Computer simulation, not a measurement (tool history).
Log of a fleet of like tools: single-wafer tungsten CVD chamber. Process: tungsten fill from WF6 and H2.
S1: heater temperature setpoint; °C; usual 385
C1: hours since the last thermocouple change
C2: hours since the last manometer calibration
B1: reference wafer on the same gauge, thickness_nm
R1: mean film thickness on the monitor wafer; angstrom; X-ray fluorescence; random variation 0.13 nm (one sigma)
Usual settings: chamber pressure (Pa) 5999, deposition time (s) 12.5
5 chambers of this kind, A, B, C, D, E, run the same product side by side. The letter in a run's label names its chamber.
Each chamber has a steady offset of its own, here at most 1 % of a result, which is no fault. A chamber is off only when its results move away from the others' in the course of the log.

{"run": "1C", "hour": 5.5, "S1": 385, "chamber pressure (Pa)": 5999, "deposition time (s)": 12.5, "C1": 430.9, "C2": 850.6, "B1": 35.122, "R1": 330.46}
{"run": "2A", "hour": 11.4, "S1": 385, "chamber pressure (Pa)": 5999, "deposition time (s)": 12.5, "C1": 1410.6, "C2": 195.0, "B1": 35.088, "R1": 324.41}
{"run": "3D", "hour": 20.6, "S1": 385, "chamber pressure (Pa)": 5999, "deposition time (s)": 12.5, "C1": 1823.3, "C2": 1867.8, "B1": 35.14, "R1": 324.71}
{"run": "4B", "hour": 31.4, "S1": 385, "chamber pressure (Pa)": 5999, "deposition time (s)": 12.5, "C1": 904.9, "C2": 487.4, "B1": 35.128, "R1": 328.71}
{"run": "5E", "hour": 36.8, "S1": 385, "chamber pressure (Pa)": 5999, "deposition time (s)": 12.5, "C1": 1271.4, "C2": 208.3, "B1": 35.079, "R1": 325.68}
{"run": "6E", "hour": 44.5, "S1": 385, "chamber pressure (Pa)": 5999, "deposition time (s)": 12.5, "C1": 1279.1, "C2": 216.0, "B1": 35.107, "R1": 326.86}
{"run": "7D", "hour": 52.1, "S1": 385, "chamber pressure (Pa)": 5999, "deposition time (s)": 12.5, "C1": 1854.8, "C2": 1899.3, "B1": 35.118, "R1": 324.82}
{"run": "8A", "hour": 57.0, "S1": 385, "chamber pressure (Pa)": 5999, "deposition time (s)": 12.5, "C1": 1456.2, "C2": 240.6, "B1": 35.079, "R1": 326.39}
{"run": "9B", "hour": 63.9, "S1": 385, "chamber pressure (Pa)": 5999, "deposition time (s)": 12.5, "C1": 937.4, "C2": 519.9, "B1": 35.097, "R1": 325.49}
{"run": "10C", "hour": 74.8, "S1": 385, "chamber pressure (Pa)": 5999, "deposition time (s)": 12.5, "C1": 500.2, "C2": 919.9, "B1": 35.106, "R1": 328.02}
{"run": "11D", "hour": 85.1, "S1": 385, "chamber pressure (Pa)": 5999, "deposition time (s)": 12.5, "C1": 1887.8, "C2": 1932.3, "B1": 35.127, "R1": 327.42}
{"run": "12B", "hour": 93.5, "S1": 385, "chamber pressure (Pa)": 5999, "deposition time (s)": 12.5, "C1": 967.0, "C2": 549.5, "B1": 35.105, "R1": 329.67}
{"hour": 97.4, "done": "chamber D: thermocouple changed; heater temperature recalibrated"}
{"run": "13A", "hour": 102.9, "S1": 372, "chamber pressure (Pa)": 5999, "deposition time (s)": 14.4, "C1": 1502.1, "C2": 286.5, "B1": 35.115, "R1": 287.93}
{"run": "14C", "hour": 111.8, "S1": 372, "chamber pressure (Pa)": 5999, "deposition time (s)": 14.4, "C1": 537.2, "C2": 956.9, "B1": 35.091, "R1": 289.99}
{"run": "15E", "hour": 121.3, "S1": 372, "chamber pressure (Pa)": 5999, "deposition time (s)": 14.4, "C1": 1355.9, "C2": 292.8, "B1": 35.093, "R1": 289.91}
{"run": "16A", "hour": 132.1, "S1": 372, "chamber pressure (Pa)": 5999, "deposition time (s)": 14.4, "C1": 1531.3, "C2": 315.7, "B1": 35.105, "R1": 288.8}
{"run": "17D", "hour": 138.9, "S1": 372, "chamber pressure (Pa)": 5999, "deposition time (s)": 14.4, "C1": 41.6, "C2": 1986.1, "B1": 35.095, "R1": 287.47}
{"run": "18B", "hour": 144.6, "S1": 385, "chamber pressure (Pa)": 7346, "deposition time (s)": 14.2, "C1": 1018.1, "C2": 600.6, "B1": 35.11, "R1": 412.23}
{"run": "19E", "hour": 151.5, "S1": 385, "chamber pressure (Pa)": 7346, "deposition time (s)": 14.2, "C1": 1386.1, "C2": 323.0, "B1": 35.121, "R1": 410.23}
{"run": "20C", "hour": 157.1, "S1": 385, "chamber pressure (Pa)": 7346, "deposition time (s)": 14.2, "C1": 582.5, "C2": 1002.2, "B1": 35.142, "R1": 409.16}
{"run": "21E", "hour": 166.9, "S1": 385, "chamber pressure (Pa)": 7346, "deposition time (s)": 14.2, "C1": 1401.5, "C2": 338.4, "B1": 35.082, "R1": 407.11}
{"run": "22D", "hour": 174.6, "S1": 385, "chamber pressure (Pa)": 7346, "deposition time (s)": 14.2, "C1": 77.3, "C2": 2021.8, "B1": 35.099, "R1": 406.46}
{"run": "23A", "hour": 184.1, "S1": 385, "chamber pressure (Pa)": 5999, "deposition time (s)": 12.5, "C1": 1583.3, "C2": 367.7, "B1": 35.082, "R1": 327.89}
{"run": "24C", "hour": 191.4, "S1": 385, "chamber pressure (Pa)": 5999, "deposition time (s)": 12.5, "C1": 616.8, "C2": 1036.5, "B1": 35.142, "R1": 331.88}
{"run": "25B", "hour": 196.2, "S1": 385, "chamber pressure (Pa)": 5999, "deposition time (s)": 12.5, "C1": 1069.7, "C2": 652.2, "B1": 35.089, "R1": 329.39}
{"run": "26D", "hour": 201.3, "S1": 385, "chamber pressure (Pa)": 5999, "deposition time (s)": 12.5, "C1": 104.0, "C2": 2048.5, "B1": 35.124, "R1": 324.34}
{"run": "27C", "hour": 206.4, "S1": 385, "chamber pressure (Pa)": 5999, "deposition time (s)": 12.5, "C1": 631.8, "C2": 1051.5, "B1": 35.111, "R1": 333.84}
{"run": "28E", "hour": 212.0, "S1": 385, "chamber pressure (Pa)": 5999, "deposition time (s)": 12.5, "C1": 1446.6, "C2": 383.5, "B1": 35.142, "R1": 327.02}
{"run": "29B", "hour": 221.2, "S1": 385, "chamber pressure (Pa)": 5999, "deposition time (s)": 12.5, "C1": 1094.7, "C2": 677.2, "B1": 35.078, "R1": 326.94}
{"run": "30A", "hour": 230.6, "S1": 385, "chamber pressure (Pa)": 5999, "deposition time (s)": 12.5, "C1": 1629.8, "C2": 414.2, "B1": 35.079, "R1": 324.06}
{"run": "31C", "hour": 235.8, "S1": 379, "chamber pressure (Pa)": 5999, "deposition time (s)": 14.4, "C1": 661.2, "C2": 1080.9, "B1": 35.074, "R1": 342.41}
{"run": "32D", "hour": 244.0, "S1": 379, "chamber pressure (Pa)": 5999, "deposition time (s)": 14.4, "C1": 146.7, "C2": 2091.2, "B1": 35.11, "R1": 333.3}
{"run": "33B", "hour": 251.4, "S1": 379, "chamber pressure (Pa)": 5999, "deposition time (s)": 14.4, "C1": 1124.9, "C2": 707.4, "B1": 35.152, "R1": 335.33}
{"run": "34E", "hour": 261.5, "S1": 379, "chamber pressure (Pa)": 5999, "deposition time (s)": 14.4, "C1": 1496.1, "C2": 433.0, "B1": 35.103, "R1": 334.23}
{"run": "35A", "hour": 269.6, "S1": 379, "chamber pressure (Pa)": 5999, "deposition time (s)": 14.4, "C1": 1668.8, "C2": 453.2, "B1": 35.143, "R1": 334.99}
{"run": "36A", "hour": 274.6, "S1": 385, "chamber pressure (Pa)": 5999, "deposition time (s)": 12.5, "C1": 1673.8, "C2": 458.2, "B1": 35.121, "R1": 327.4}
{"run": "37D", "hour": 280.6, "S1": 385, "chamber pressure (Pa)": 5999, "deposition time (s)": 12.5, "C1": 183.3, "C2": 2127.8, "B1": 35.096, "R1": 324.87}
{"run": "38C", "hour": 289.7, "S1": 385, "chamber pressure (Pa)": 5999, "deposition time (s)": 12.5, "C1": 715.1, "C2": 1134.8, "B1": 35.079, "R1": 341.32}
{"run": "39E", "hour": 300.7, "S1": 385, "chamber pressure (Pa)": 5999, "deposition time (s)": 12.5, "C1": 1535.3, "C2": 472.2, "B1": 35.098, "R1": 327.11}
{"run": "40B", "hour": 309.0, "S1": 385, "chamber pressure (Pa)": 5999, "deposition time (s)": 12.5, "C1": 1182.5, "C2": 765.0, "B1": 35.091, "R1": 327.93}
{"run": "41D", "hour": 319.4, "S1": 385, "chamber pressure (Pa)": 5999, "deposition time (s)": 12.5, "C1": 222.1, "C2": 2166.6, "B1": 35.09, "R1": 323.58}
{"run": "42C", "hour": 325.2, "S1": 385, "chamber pressure (Pa)": 5999, "deposition time (s)": 12.5, "C1": 750.6, "C2": 1170.3, "B1": 35.106, "R1": 348.52}
{"run": "43E", "hour": 334.6, "S1": 385, "chamber pressure (Pa)": 5999, "deposition time (s)": 12.5, "C1": 1569.2, "C2": 506.1, "B1": 35.066, "R1": 327.04}
{"run": "44B", "hour": 345.2, "S1": 385, "chamber pressure (Pa)": 5999, "deposition time (s)": 12.5, "C1": 1218.7, "C2": 801.2, "B1": 35.116, "R1": 326.21}

All 5 chambers run these settings next. Forecast each chamber's results:
{"run": "45A", "hour": 353.2, "S1": 385, "chamber pressure (Pa)": 5999, "deposition time (s)": 12.5, "R1": "?"}
{"run": "45B", "hour": 353.2, "S1": 385, "chamber pressure (Pa)": 5999, "deposition time (s)": 12.5, "R1": "?"}
{"run": "45C", "hour": 353.2, "S1": 385, "chamber pressure (Pa)": 5999, "deposition time (s)": 12.5, "R1": "?"}
{"run": "45D", "hour": 353.2, "S1": 385, "chamber pressure (Pa)": 5999, "deposition time (s)": 12.5, "R1": "?"}
{"run": "45E", "hour": 353.2, "S1": 385, "chamber pressure (Pa)": 5999, "deposition time (s)": 12.5, "R1": "?"}

run=45A R1=325.95
run=45B R1=328.90
run=45C R1=347.81
run=45D R1=325.17
run=45E R1=328.27

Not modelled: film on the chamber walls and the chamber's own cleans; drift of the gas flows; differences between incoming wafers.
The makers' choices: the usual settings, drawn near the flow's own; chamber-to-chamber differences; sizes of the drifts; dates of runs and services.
